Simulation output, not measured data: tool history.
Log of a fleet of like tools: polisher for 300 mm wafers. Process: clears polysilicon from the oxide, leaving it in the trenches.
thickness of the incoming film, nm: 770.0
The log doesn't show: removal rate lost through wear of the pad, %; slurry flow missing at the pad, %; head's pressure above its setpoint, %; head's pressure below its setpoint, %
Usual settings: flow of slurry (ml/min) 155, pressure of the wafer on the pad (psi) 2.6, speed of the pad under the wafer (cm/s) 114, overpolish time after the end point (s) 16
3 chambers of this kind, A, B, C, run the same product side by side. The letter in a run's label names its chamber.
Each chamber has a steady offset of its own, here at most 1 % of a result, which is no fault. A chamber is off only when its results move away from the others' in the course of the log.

| run | day | flow of slurry (ml/min) | pressure of the wafer on the pad (psi) | speed of the pad under the wafer (cm/s) | overpolish time after the end point (s) | wafers polished on this pad | hours since the slurry nozzle was cleaned | hours since the head pressure was calibrated | time until the end point was called (s) | dishing of a wide line in a test structure (angstrom) |
|---|---|---|---|---|---|---|---|---|---|---|
|  | 0.208 | chamber C: head pressure recalibrated |
| 1B | 0.6 | 155 | 2.6 | 114 | 16 | 181 | 265.9 | 87.5 | 52.447 | 794.66 |
| 2C | 1.242 | 155 | 2.6 | 114 | 16 | 360 | 62.4 | 24.8 | 53.399 | 785 |
| 3A | 1.633 | 155 | 2.6 | 114 | 16 | 999 | 182.7 | 1220.8 | 53.056 | 801.08 |
| 4A | 2.083 | 155 | 2.6 | 114 | 16 | 1097 | 193.5 | 1231.6 | 53.265 | 789.68 |
| 5C | 2.483 | 155 | 2.6 | 114 | 16 | 630 | 92.2 | 54.6 | 53.368 | 787.78 |
|  | 2.496 | chamber A: worn pad replaced by a new one |
| 6B | 3.038 | 120 | 2.3 | 114 | 16 | 711 | 324.4 | 146 | 62.136 | 762.46 |
| 7A | 3.367 | 120 | 2.3 | 114 | 16 | 189 | 224.3 | 1262.4 | 62.853 | 762.18 |
| 8B | 3.808 | 120 | 2.3 | 114 | 16 | 879 | 342.9 | 164.5 | 61.79 | 777.61 |
| 9C | 4.254 | 155 | 2.6 | 114 | 16 | 1016 | 134.7 | 97.1 | 52.719 | 790.15 |
| 10C | 4.846 | 155 | 2.6 | 114 | 16 | 1145 | 148.9 | 111.3 | 52.986 | 782.13 |
|  | 5.021 | chamber C: worn pad replaced by a new one |
| 11A | 5.238 | 155 | 2.6 | 114 | 16 | 597 | 269.2 | 1307.3 | 53.072 | 794.88 |
| 12B | 5.808 | 155 | 2.6 | 114 | 16 | 1314 | 390.9 | 212.5 | 52.757 | 808.09 |
| 13A | 6.225 | 155 | 2.6 | 114 | 16 | 811 | 292.9 | 1331 | 52.706 | 804.28 |
|  | 6.492 | chamber A: slurry nozzle cleaned |
| 14C | 6.629 | 155 | 2.6 | 114 | 16 | 351 | 191.7 | 154.1 | 52.213 | 809.42 |
|  | 6.967 | chamber B: slurry nozzle cleaned |
| 15B | 7.046 | 155 | 2.6 | 114 | 16 | 1584 | 2 | 242.2 | 52.752 | 786.14 |
|  | 7.288 | chamber B: worn pad replaced by a new one |
| 16B | 7.421 | 155 | 2.6 | 140 | 16 | 29 | 11 | 251.2 | 42.645 | 791.97 |
|  | 7.471 | chamber A: worn pad replaced by a new one |
| 17A | 7.925 | 155 | 2.6 | 140 | 16 | 99 | 34.5 | 1371.8 | 43.546 | 817.21 |
| 18C | 8.492 | 155 | 2.6 | 140 | 16 | 756 | 236.4 | 198.8 | 43.006 | 806.15 |
|  | 8.533 | chamber C: slurry nozzle cleaned |
| 19C | 8.979 | 155 | 2.6 | 114 | 16 | 862 | 10.8 | 210.5 | 53.165 | 795.97 |
| 20B | 9.392 | 155 | 2.6 | 114 | 16 | 458 | 58.3 | 298.5 | 51.543 | 812.36 |
|  | 9.779 | chamber A: head pressure recalibrated |
| 21A | 9.917 | 155 | 2.6 | 114 | 16 | 532 | 82.3 | 3.3 | 52.306 | 795.2 |
|  | 10.454 | chamber C: worn pad replaced by a new one |
| 22C | 10.508 | 155 | 2.6 | 114 | 16 | 11 | 47.5 | 247.2 | 53.619 | 807.04 |
| 23B | 10.979 | 155 | 2.6 | 114 | 16 | 804 | 96.4 | 336.6 | 51.636 | 790.38 |
| 24A | 11.646 | 130 | 2.6 | 114 | 25 | 909 | 123.8 | 44.8 | 54.47 | 821.7 |
| 25B | 12.288 | 130 | 2.6 | 114 | 25 | 1089 | 127.8 | 368 | 53.174 | 861.27 |
|  | 12.321 | chamber A: worn pad replaced by a new one |
| 26C | 12.725 | 130 | 2.6 | 114 | 25 | 494 | 100.7 | 300.4 | 54.221 | 840.04 |
| 27A | 13.15 | 155 | 2.6 | 114 | 16 | 181 | 159.9 | 80.9 | 52.529 | 790.02 |
| 28C | 13.675 | 155 | 2.6 | 114 | 16 | 701 | 123.5 | 323.2 | 52.779 | 825.62 |
| 29B | 14.262 | 185 | 2.6 | 114 | 16 | 1519 | 175.2 | 415.4 | 51.514 | 781.74 |
|  | 14.475 | chamber B: worn pad replaced by a new one |
| 30A | 14.704 | 185 | 2.6 | 114 | 16 | 519 | 197.2 | 118.2 | 51.087 | 792.91 |
| 31A | 15.221 | 185 | 2.6 | 114 | 16 | 632 | 209.6 | 130.6 | 50.997 | 779.69 |
|  | 15.358 | chamber C: worn pad replaced by a new one |
| 32C | 15.775 | 155 | 2.6 | 114 | 16 | 91 | 173.9 | 373.6 | 52.991 | 781.04 |
| 33B | 16.125 | 125 | 1.8 | 114 | 16 | 359 | 219.9 | 460.1 | 78.303 | 712.98 |
| 34C | 16.454 | 125 | 1.8 | 114 | 16 | 239 | 190.2 | 389.9 | 80.049 | 709.79 |
| 35B | 16.808 | 125 | 1.8 | 114 | 16 | 508 | 236.3 | 476.5 | 77.698 | 719.02 |
| 36A | 17.183 | 155 | 2.6 | 114 | 16 | 1059 | 256.7 | 177.7 | 52.651 | 797.04 |
| 37B | 17.733 | 155 | 2.6 | 114 | 16 | 710 | 258.5 | 498.7 | 52.247 | 771.88 |
|  | 18.183 | chamber A: worn pad replaced by a new one |
| 38A | 18.3 | 130 | 2.6 | 114 | 7 | 25 | 283.5 | 204.5 | 54.587 | 578.9 |

Next, every chamber runs the same settings. What will each give?
| 39A | 18.792 | 155 | 2.6 | 114 | 16 |  |  |  | ? | ? |
| 39B | 18.792 | 155 | 2.6 | 114 | 16 |  |  |  | ? | ? |
| 39C | 18.792 | 155 | 2.6 | 114 | 16 |  |  |  | ? | ? |

| run | time until the end point was called (s) | dishing of a wide line in a test structure (angstrom) |
|---|---|---|
| 39A | 52.327 | 805.09 |
| 39B | 52.206 | 806.27 |
| 39C | 52.722 | 804.7 |

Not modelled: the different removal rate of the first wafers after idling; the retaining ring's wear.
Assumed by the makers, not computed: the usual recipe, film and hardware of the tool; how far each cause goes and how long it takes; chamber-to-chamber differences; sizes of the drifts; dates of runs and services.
